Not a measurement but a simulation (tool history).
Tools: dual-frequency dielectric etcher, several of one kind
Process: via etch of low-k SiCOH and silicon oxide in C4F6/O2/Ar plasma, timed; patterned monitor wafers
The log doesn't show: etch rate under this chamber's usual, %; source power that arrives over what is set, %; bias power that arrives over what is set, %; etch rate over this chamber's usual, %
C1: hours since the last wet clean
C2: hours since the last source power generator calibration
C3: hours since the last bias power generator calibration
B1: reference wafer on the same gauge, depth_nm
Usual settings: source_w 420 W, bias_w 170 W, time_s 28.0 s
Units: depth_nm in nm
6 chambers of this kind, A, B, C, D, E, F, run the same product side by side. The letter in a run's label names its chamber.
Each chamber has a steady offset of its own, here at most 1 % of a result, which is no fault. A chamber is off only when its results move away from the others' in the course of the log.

run 1C hour=2.2 | source_w=420 bias_w=170 time_s=28.0 | C1=305.3 C2=1888.2 C3=982.4 | B1=77.482 | depth_nm=66.151
run 2B hour=6.7 | source_w=420 bias_w=170 time_s=28.0 | C1=306.6 C2=737.0 C3=809.3 | B1=77.502 | depth_nm=66.703
run 3D hour=11.3 | source_w=420 bias_w=170 time_s=28.0 | C1=129.8 C2=483.6 C3=2427.0 | B1=77.536 | depth_nm=66.093
run 4E hour=13.8 | source_w=420 bias_w=170 time_s=28.0 | C1=470.8 C2=1917.6 C3=2901.4 | B1=77.546 | depth_nm=66.082
run 5A hour=17.5 | source_w=420 bias_w=170 time_s=28.0 | C1=199.8 C2=1765.9 C3=545.4 | B1=77.517 | depth_nm=66.241
run 6F hour=22.1 | source_w=420 bias_w=209 time_s=24.0 | C1=289.6 C2=2489.3 C3=2856.9 | B1=77.551 | depth_nm=60.521
run 7D hour=25.4 | source_w=420 bias_w=209 time_s=24.0 | C1=143.9 C2=497.7 C3=2441.1 | B1=77.567 | depth_nm=60.791
run 8E hour=28.5 | source_w=420 bias_w=209 time_s=24.0 | C1=485.5 C2=1932.3 C3=2916.1 | B1=77.466 | depth_nm=60.825
run 9F hour=31.2 | source_w=420 bias_w=209 time_s=24.0 | C1=298.7 C2=2498.4 C3=2866.0 | B1=77.508 | depth_nm=60.697
run 10B hour=35.0 | source_w=420 bias_w=209 time_s=24.0 | C1=334.9 C2=765.3 C3=837.6 | B1=77.465 | depth_nm=60.863
run 11C hour=38.7 | source_w=420 bias_w=209 time_s=24.0 | C1=341.8 C2=1924.7 C3=1018.9 | B1=77.470 | depth_nm=60.976
-- hour=39.9 chamber B: wet clean of the chamber
run 12A hour=40.7 | source_w=420 bias_w=170 time_s=28.0 | C1=223.0 C2=1789.1 C3=568.6 | B1=77.558 | depth_nm=66.695
run 13B hour=44.7 | source_w=420 bias_w=170 time_s=28.0 | C1=4.9 C2=775.0 C3=847.3 | B1=77.467 | depth_nm=66.226
run 14F hour=49.0 | source_w=380 bias_w=170 time_s=28.0 | C1=316.5 C2=2516.2 C3=2883.8 | B1=77.410 | depth_nm=63.990
run 15A hour=51.8 | source_w=380 bias_w=170 time_s=28.0 | C1=234.1 C2=1800.2 C3=579.7 | B1=77.491 | depth_nm=63.952
run 16D hour=54.5 | source_w=380 bias_w=170 time_s=28.0 | C1=173.0 C2=526.8 C3=2470.2 | B1=77.490 | depth_nm=64.458
run 17E hour=59.1 | source_w=380 bias_w=170 time_s=28.0 | C1=516.1 C2=1962.9 C3=2946.7 | B1=77.428 | depth_nm=64.034
run 18C hour=62.2 | source_w=380 bias_w=170 time_s=28.0 | C1=365.3 C2=1948.2 C3=1042.4 | B1=77.506 | depth_nm=63.915
run 19B hour=65.7 | source_w=380 bias_w=170 time_s=28.0 | C1=25.9 C2=796.0 C3=868.3 | B1=77.545 | depth_nm=64.258
run 20F hour=69.7 | source_w=420 bias_w=170 time_s=28.0 | C1=337.2 C2=2536.9 C3=2904.5 | B1=77.519 | depth_nm=65.655
run 21D hour=73.5 | source_w=420 bias_w=170 time_s=28.0 | C1=192.0 C2=545.8 C3=2489.2 | B1=77.451 | depth_nm=67.006
run 22E hour=76.9 | source_w=420 bias_w=170 time_s=28.0 | C1=533.9 C2=1980.7 C3=2964.5 | B1=77.520 | depth_nm=65.714
run 23C hour=80.9 | source_w=420 bias_w=170 time_s=28.0 | C1=384.0 C2=1966.9 C3=1061.1 | B1=77.508 | depth_nm=66.535
run 24A hour=85.4 | source_w=420 bias_w=170 time_s=28.0 | C1=267.7 C2=1833.8 C3=613.3 | B1=77.425 | depth_nm=66.309
run 25E hour=88.7 | source_w=420 bias_w=170 time_s=28.0 | C1=545.7 C2=1992.5 C3=2976.3 | B1=77.508 | depth_nm=66.545
run 26C hour=93.1 | source_w=420 bias_w=170 time_s=28.0 | C1=396.2 C2=1979.1 C3=1073.3 | B1=77.445 | depth_nm=66.545
run 27D hour=96.2 | source_w=420 bias_w=170 time_s=28.0 | C1=214.7 C2=568.5 C3=2511.9 | B1=77.437 | depth_nm=67.698
run 28B hour=98.5 | source_w=420 bias_w=170 time_s=28.0 | C1=58.7 C2=828.8 C3=901.1 | B1=77.512 | depth_nm=66.641
run 29F hour=102.9 | source_w=420 bias_w=170 time_s=28.0 | C1=370.4 C2=2570.1 C3=2937.7 | B1=77.455 | depth_nm=65.885
run 30A hour=106.3 | source_w=420 bias_w=170 time_s=28.0 | C1=288.6 C2=1854.7 C3=634.2 | B1=77.492 | depth_nm=66.805
run 31E hour=110.7 | source_w=520 bias_w=170 time_s=24.5 | C1=567.7 C2=2014.5 C3=2998.3 | B1=77.460 | depth_nm=62.854
run 32D hour=114.5 | source_w=520 bias_w=170 time_s=24.5 | C1=233.0 C2=586.8 C3=2530.2 | B1=77.471 | depth_nm=65.042
run 33C hour=119.0 | source_w=520 bias_w=170 time_s=24.5 | C1=422.1 C2=2005.0 C3=1099.2 | B1=77.524 | depth_nm=63.207
run 34B hour=122.3 | source_w=520 bias_w=170 time_s=24.5 | C1=82.5 C2=852.6 C3=924.9 | B1=77.560 | depth_nm=63.187
run 35F hour=126.4 | source_w=520 bias_w=170 time_s=24.5 | C1=393.9 C2=2593.6 C3=2961.2 | B1=77.639 | depth_nm=63.103
run 36A hour=129.1 | source_w=520 bias_w=170 time_s=24.5 | C1=311.4 C2=1877.5 C3=657.0 | B1=77.511 | depth_nm=63.240
run 37B hour=132.1 | source_w=420 bias_w=170 time_s=28.0 | C1=92.3 C2=862.4 C3=934.7 | B1=77.492 | depth_nm=66.684
run 38D hour=135.7 | source_w=420 bias_w=170 time_s=28.0 | C1=254.2 C2=608.0 C3=2551.4 | B1=77.558 | depth_nm=68.551
run 39F hour=139.9 | source_w=420 bias_w=170 time_s=28.0 | C1=407.4 C2=2607.1 C3=2974.7 | B1=77.533 | depth_nm=66.601
run 40A hour=144.3 | source_w=420 bias_w=170 time_s=28.0 | C1=326.6 C2=1892.7 C3=672.2 | B1=77.499 | depth_nm=66.943

What goes on in this fleet: one chamber off, a drifting gauge, or nothing beyond the chambers' own small offsets? Name the chamber and the cause, if any.

Chamber D drifts away from the others.
Cause: etch rate over this chamber's usual, % = 3.92.

Here are 4 candidates for chamber D's next run, each the usual settings with a change, their results left as question marks. Which one brings its results back in line with what the others give on the usual settings?
In line means no further than this from the other chambers' mean on the usual settings: depth_nm 0.990 nm
run 41D-1 hour=147.6 | source_w=420 bias_w=169 time_s=27.0 | depth_nm=?
run 41D-2 hour=147.6 | source_w=430 bias_w=170 time_s=30.0 | depth_nm=?
run 41D-3 hour=147.6 | source_w=370 bias_w=154 time_s=28.0 | depth_nm=?
run 41D-4 hour=147.6 | source_w=420 bias_w=171 time_s=29.0 | depth_nm=?

The other chambers' mean on the usual settings: depth_nm 66.411 nm
run=41D-1 depth_nm=66.681
run=41D-2 depth_nm=74.913
run=41D-3 depth_nm=63.955
run=41D-4 depth_nm=71.879
41D-1 brings the chamber back in line.

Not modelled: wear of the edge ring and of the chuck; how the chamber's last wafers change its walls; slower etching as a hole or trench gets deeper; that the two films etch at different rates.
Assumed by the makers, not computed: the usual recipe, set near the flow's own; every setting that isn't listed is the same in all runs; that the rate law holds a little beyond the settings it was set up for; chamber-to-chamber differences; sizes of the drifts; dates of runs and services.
